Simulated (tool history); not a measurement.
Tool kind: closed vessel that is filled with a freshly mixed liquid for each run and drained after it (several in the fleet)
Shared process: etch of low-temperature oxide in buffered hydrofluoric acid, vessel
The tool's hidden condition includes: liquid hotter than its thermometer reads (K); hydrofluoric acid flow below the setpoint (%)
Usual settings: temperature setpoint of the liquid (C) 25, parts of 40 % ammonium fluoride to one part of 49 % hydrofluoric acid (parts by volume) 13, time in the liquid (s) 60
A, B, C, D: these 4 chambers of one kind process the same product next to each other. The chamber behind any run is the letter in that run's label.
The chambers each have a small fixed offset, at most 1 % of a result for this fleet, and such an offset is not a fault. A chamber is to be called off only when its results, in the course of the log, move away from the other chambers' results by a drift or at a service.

run	day	temperature setpoint of the liquid (C)	parts of 40 % ammonium fluoride to one part of 49 % hydrofluoric acid (parts by volume)	time in the liquid (s)	hours since the thermometer was replaced	hours since the hydrofluoric acid flow meter was replaced	read-back film thickness of the low-temperature oxide reference wafer, read on the same gauge (nm)	thickness taken off the low-temperature oxide on a monitor wafer (angstrom)
1B	0.3	25	13	60	1631.4	1222.6	90.014	994.11
2C	0.762	25	13	60	1259.4	473	90.023	995.18
3D	1.104	25	13	60	555.6	1023.5	89.993	961.88
4A	1.592	25	13	60	589.5	144.5	89.984	972.55
5A	1.946	25	13	60	598	153	89.989	975.39
6D	2.288	25	13	60	584	1051.9	89.993	971.8
7B	2.675	25	13	60	1688.4	1279.6	90.009	993.66
8C	3.196	22.5	16.5	60	1317.8	531.4	90.019	679.07
9A	3.633	22.5	16.5	60	638.5	193.5	89.965	670.79
# day 3.646: chamber B: hydrofluoric acid flow meter replaced
10B	4.083	22.5	16.5	60	1722.2	10.6	89.993	683.26
11C	4.496	22.5	16.5	60	1349	562.6	90.023	698.44
12D	4.858	25	13	60	645.7	1113.6	90.012	964.57
13C	5.146	25	13	60	1364.6	578.2	90.004	1016.5
14B	5.542	25	13	60	1757.2	45.6	90.021	993.54
15D	6.1	23.5	15.5	60	675.5	1143.4	89.999	753
16A	6.404	23.5	15.5	60	705	260	89.986	752.56
17C	6.896	23.5	15.5	60	1406.6	620.2	90.016	805.38
18B	7.158	23.5	15.5	60	1796	84.4	89.963	768.36
19D	7.442	25	13	60	707.7	1175.6	90.028	970.58
# day 7.5: chamber D: hydrofluoric acid flow meter replaced
20A	7.892	25	13	60	740.7	295.7	89.999	968.64
21B	8.192	25	13	60	1820.8	109.2	89.934	991.68
22D	8.596	25	13	60	735.4	26.4	90.011	975.44
23A	8.888	25	13	60	764.6	319.6	89.976	985.32
24C	9.438	25	13	60	1467.6	681.2	90.005	1049.8
25D	9.742	25	13	60	762.9	53.9	89.978	968.9
26C	10.175	25	13	60	1485.3	698.9	89.995	1054.3
27B	10.662	25	13	60	1880.1	168.5	89.995	989.73
28A	11	25	13	60	815.3	370.3	89.991	974.36

One chamber off, gauge drift, or nothing amiss beyond the chambers' own small offsets? If it is a chamber, which one, and what is the likeliest cause?

One chamber, C, drifts off from the rest bit by bit.
Most likely cause: liquid hotter than its thermometer reads (K) = 1.35.
The log may not separate it from: hydrofluoric acid flow above the setpoint (%).

Chamber C could run next with any of the 4 candidate recipes listed below; each alters the usual settings, and their results appear as question marks. Which one brings its results back in line with what the other chambers deliver on the usual settings?
A result is in line if it is within this distance of the other chambers' mean on the usual settings: thickness taken off the low-temperature oxide on a monitor wafer (angstrom) 18
29C-1	11.425	25	12	60				?
29C-2	11.425	24	14.5	60				?
29C-3	11.425	25	13	55				?
29C-4	11.425	25	13	70				?

What the other chambers average on the usual settings: thickness taken off the low-temperature oxide on a monitor wafer (angstrom) 979.1
run	thickness taken off the low-temperature oxide on a monitor wafer (angstrom)
29C-1	1145
29C-2	903.42
29C-3	971.78
29C-4	1236.8
29C-3 brings the chamber back in line.
